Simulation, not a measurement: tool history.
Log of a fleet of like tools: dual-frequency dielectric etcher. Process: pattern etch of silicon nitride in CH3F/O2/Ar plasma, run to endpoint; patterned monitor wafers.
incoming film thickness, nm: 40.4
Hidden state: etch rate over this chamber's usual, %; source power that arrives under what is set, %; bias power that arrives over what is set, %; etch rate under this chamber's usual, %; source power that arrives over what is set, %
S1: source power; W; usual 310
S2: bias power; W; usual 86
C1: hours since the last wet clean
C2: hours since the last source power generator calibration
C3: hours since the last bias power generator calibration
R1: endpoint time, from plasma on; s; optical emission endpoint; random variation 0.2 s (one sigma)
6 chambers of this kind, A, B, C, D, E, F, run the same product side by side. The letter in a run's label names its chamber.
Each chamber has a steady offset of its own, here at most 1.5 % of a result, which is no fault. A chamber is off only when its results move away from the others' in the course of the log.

run,day,S1,S2,C1,C2,C3,R1
1B,0.333,310,86,75.4,407.2,2360.7,60.039
2F,0.579,310,86,472.1,2610.1,1046.2,60.509
3C,0.975,310,86,82.4,2324.4,1256.1,60.551
4A,1.308,310,86,55.1,2941.3,1336.3,60.863
# day 1.608: chamber D: wet clean of the chamber
5E,1.717,310,86,71.1,1199.8,2785.6,59.981
6D,2.242,310,86,15.2,91.3,1234,60.764
7A,2.521,350,105,84.2,2970.4,1365.4,54.172
8F,2.875,350,105,527.2,2665.2,1101.3,53.815
9C,3.154,350,105,134.7,2376.7,1308.4,53.468
10E,3.45,350,105,112.7,1241.4,2827.2,53.153
11B,3.971,350,105,162.7,494.5,2448,53.338
12D,4.396,350,105,66.9,143,1285.7,54.327
13A,4.833,310,86,139.7,3025.9,1420.9,60.453
# day 4.921: chamber F: wet clean of the chamber
14F,5.367,230,70,10.7,2725,1161.1,72.164
15E,5.817,230,70,169.5,1298.2,2884,72.504
16C,6.088,230,70,205.1,2447.1,1378.8,73.128
17D,6.479,230,70,116.9,193,1335.7,73.542
18B,6.754,230,70,229.5,561.3,2514.8,72.48
19D,7.179,230,70,133.7,209.8,1352.5,73.674
20A,7.433,310,86,202.1,3088.3,1483.3,60.539
21F,7.771,310,86,68.4,2782.7,1218.8,60.628
22E,8.267,310,86,228.3,1357,2942.8,60.006
23C,8.742,310,94,268.8,2510.8,1442.5,58.39
24B,9.108,310,94,286,617.8,2571.3,57.798
25C,9.571,310,94,288.7,2530.7,1462.4,58.136
26D,9.862,310,94,198.1,274.2,1416.9,59.044
# day 10.283: chamber B: bias power generator calibrated
27F,10.354,310,94,130.4,2844.7,1280.8,58.484
28E,10.808,310,94,289.3,1418,3003.8,58.346
29B,11.146,310,86,334.9,666.7,20.7,60.701
30A,11.479,310,86,299.2,3185.4,1580.4,60.284
31B,11.808,310,86,350.8,682.6,36.6,60.277
# day 12.233: chamber C: wet clean of the chamber
32F,12.258,310,86,176.1,2890.4,1326.5,60.61
33C,12.575,310,86,8.3,2602.8,1534.5,60.373
34E,13.025,310,86,342.5,1471.2,3057,60.133
35A,13.325,310,86,343.5,3229.7,1624.7,60.385
36D,13.683,310,86,289.8,365.9,1508.6,60.904
37B,14.062,310,86,404.9,736.7,90.7,60.579

All 6 chambers run these settings next. Forecast each chamber's results:
38A,14.462,310,67,,,,?
38B,14.462,310,67,,,,?
38C,14.462,310,67,,,,?
38D,14.462,310,67,,,,?
38E,14.462,310,67,,,,?
38F,14.462,310,67,,,,?

run,R1
38A,65.888
38B,65.71
38C,66.3
38D,66.74
38E,65.566
38F,65.823

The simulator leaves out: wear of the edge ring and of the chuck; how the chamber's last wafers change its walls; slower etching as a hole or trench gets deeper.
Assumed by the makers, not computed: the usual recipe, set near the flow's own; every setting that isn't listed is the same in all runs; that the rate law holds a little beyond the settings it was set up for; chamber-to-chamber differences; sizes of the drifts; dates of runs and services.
